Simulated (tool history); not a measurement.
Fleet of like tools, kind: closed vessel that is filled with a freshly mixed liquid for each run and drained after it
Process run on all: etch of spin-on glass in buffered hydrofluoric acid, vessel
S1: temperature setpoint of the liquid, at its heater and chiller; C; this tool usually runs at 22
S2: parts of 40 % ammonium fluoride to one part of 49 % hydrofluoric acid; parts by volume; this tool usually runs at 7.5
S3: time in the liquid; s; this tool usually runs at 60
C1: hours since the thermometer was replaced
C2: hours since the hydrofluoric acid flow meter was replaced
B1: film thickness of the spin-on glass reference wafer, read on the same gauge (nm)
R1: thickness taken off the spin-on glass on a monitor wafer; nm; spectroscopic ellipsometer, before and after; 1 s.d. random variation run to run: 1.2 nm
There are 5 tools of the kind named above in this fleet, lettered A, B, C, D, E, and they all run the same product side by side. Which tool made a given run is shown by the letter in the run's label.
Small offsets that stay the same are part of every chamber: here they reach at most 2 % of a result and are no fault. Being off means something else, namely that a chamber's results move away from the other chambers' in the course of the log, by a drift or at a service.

run 1B hour=15.8 | S1=22 S2=7.5 S3=60 | C1=1386.7 C2=192.3 | B1=150.02 | R1=194.71
run 2C hour=30.5 | S1=22 S2=7.5 S3=60 | C1=292.7 C2=1250.6 | B1=149.99 | R1=196.04
run 3E hour=41.4 | S1=22 S2=7.5 S3=60 | C1=1611.4 C2=222.5 | B1=150.01 | R1=195.07
run 4D hour=53.8 | S1=22 S2=7.5 S3=60 | C1=649.5 C2=554.4 | B1=149.97 | R1=189.78
run 5A hour=68 | S1=22 S2=7.5 S3=60 | C1=1010.4 C2=423.9 | B1=149.99 | R1=195.36
run 6A hour=77.6 | S1=22 S2=7.5 S3=60 | C1=1020 C2=433.5 | B1=150 | R1=194.03
run 7E hour=86.1 | S1=22 S2=7.5 S3=60 | C1=1656.1 C2=267.2 | B1=150 | R1=194.98
run 8B hour=102.3 | S1=20 S2=7.5 S3=45 | C1=1473.2 C2=278.8 | B1=150.04 | R1=132.71
run 9C hour=116.6 | S1=20 S2=7.5 S3=45 | C1=378.8 C2=1336.7 | B1=150.02 | R1=130.28
run 10D hour=126.7 | S1=20 S2=7.5 S3=45 | C1=722.4 C2=627.3 | B1=150.04 | R1=127.61
run 11D hour=142.5 | S1=20 S2=7.5 S3=45 | C1=738.2 C2=643.1 | B1=149.93 | R1=128.61
run 12A hour=150 | S1=20 S2=7.5 S3=45 | C1=1092.4 C2=505.9 | B1=150.02 | R1=131.73
-- hour=162.6 chamber D: hydrofluoric acid flow meter replaced
run 13B hour=165.3 | S1=22 S2=7.5 S3=60 | C1=1536.2 C2=341.8 | B1=150.04 | R1=196.42
run 14C hour=181.3 | S1=22 S2=7.5 S3=60 | C1=443.5 C2=1401.4 | B1=150.04 | R1=196.38
run 15E hour=191.7 | S1=22 S2=7.5 S3=60 | C1=1761.7 C2=372.8 | B1=150.01 | R1=192.97
run 16B hour=204.5 | S1=22 S2=7.5 S3=60 | C1=1575.4 C2=381 | B1=149.97 | R1=195.83
run 17D hour=216.9 | S1=22 S2=7.5 S3=60 | C1=812.6 C2=54.3 | B1=149.99 | R1=192.47
run 18C hour=228.8 | S1=22 S2=7.5 S3=60 | C1=491 C2=1448.9 | B1=150.02 | R1=194.43
run 19E hour=240.9 | S1=22 S2=7.5 S3=60 | C1=1810.9 C2=422 | B1=149.95 | R1=195.66
run 20A hour=248.2 | S1=24.5 S2=7.5 S3=60 | C1=1190.6 C2=604.1 | B1=149.99 | R1=224.16
run 21C hour=255.3 | S1=24.5 S2=7.5 S3=60 | C1=517.5 C2=1475.4 | B1=150.03 | R1=224.37
run 22D hour=268.5 | S1=24.5 S2=7.5 S3=60 | C1=864.2 C2=105.9 | B1=149.99 | R1=219.35
run 23A hour=279.1 | S1=24.5 S2=7.5 S3=60 | C1=1221.5 C2=635 | B1=150.02 | R1=223.54
run 24B hour=293.7 | S1=24.5 S2=7.5 S3=60 | C1=1664.6 C2=470.2 | B1=149.98 | R1=225.2
run 25E hour=303.7 | S1=26.5 S2=7.5 S3=60 | C1=1873.7 C2=484.8 | B1=150.02 | R1=249.91
run 26A hour=315.7 | S1=26.5 S2=7.5 S3=60 | C1=1258.1 C2=671.6 | B1=149.99 | R1=246.66
-- hour=320.8 chamber B: thermometer replaced
run 27D hour=332.1 | S1=26.5 S2=7.5 S3=60 | C1=927.8 C2=169.5 | B1=150 | R1=244.43
run 28B hour=346.9 | S1=26.5 S2=7.5 S3=60 | C1=26.2 C2=523.4 | B1=149.99 | R1=252.38
run 29C hour=362.1 | S1=26.5 S2=7.5 S3=60 | C1=624.3 C2=1582.2 | B1=150.02 | R1=250.62
run 30E hour=369.4 | S1=22 S2=7.5 S3=60 | C1=1939.4 C2=550.5 | B1=150 | R1=193.13
run 31B hour=382.6 | S1=22 S2=7.5 S3=60 | C1=61.9 C2=559.1 | B1=150 | R1=197.17
run 32C hour=395.6 | S1=22 S2=7.5 S3=60 | C1=657.8 C2=1615.7 | B1=150.05 | R1=195.65
run 33A hour=407.8 | S1=22 S2=7.5 S3=60 | C1=1350.2 C2=763.7 | B1=150.02 | R1=188.2
run 34D hour=419 | S1=24.5 S2=7.5 S3=45 | C1=1014.7 C2=256.4 | B1=150.01 | R1=164.19
run 35E hour=432.5 | S1=24.5 S2=7.5 S3=45 | C1=2002.5 C2=613.6 | B1=149.97 | R1=168.41
run 36D hour=448.7 | S1=24.5 S2=7.5 S3=45 | C1=1044.4 C2=286.1 | B1=150.06 | R1=163.93
run 37E hour=458 | S1=24.5 S2=7.5 S3=45 | C1=2028 C2=639.1 | B1=149.97 | R1=167.8
run 38A hour=471.3 | S1=24.5 S2=7.5 S3=45 | C1=1413.7 C2=827.2 | B1=150 | R1=159.81
run 39B hour=481.8 | S1=22 S2=7.5 S3=60 | C1=161.1 C2=658.3 | B1=150.03 | R1=197.56
run 40C hour=496.4 | S1=19.5 S2=7.5 S3=60 | C1=758.6 C2=1716.5 | B1=150.05 | R1=170.19
run 41A hour=512.7 | S1=19.5 S2=7.5 S3=60 | C1=1455.1 C2=868.6 | B1=149.99 | R1=158.93
run 42E hour=528.5 | S1=19.5 S2=7.5 S3=60 | C1=2098.5 C2=709.6 | B1=149.99 | R1=171.27
run 43D hour=540.1 | S1=19.5 S2=7.5 S3=60 | C1=1135.8 C2=377.5 | B1=149.99 | R1=164.48

For the next run the whole fleet of 5 chambers uses the same settings. Give each chamber's results:
run 44A hour=552 | S1=26.5 S2=7.5 S3=60 | R1=?
run 44B hour=552 | S1=26.5 S2=7.5 S3=60 | R1=?
run 44C hour=552 | S1=26.5 S2=7.5 S3=60 | R1=?
run 44D hour=552 | S1=26.5 S2=7.5 S3=60 | R1=?
run 44E hour=552 | S1=26.5 S2=7.5 S3=60 | R1=?

run=44A R1=230.58
run=44B R1=249.58
run=44C R1=250.74
run=44D R1=243.44
run=44E R1=248.71
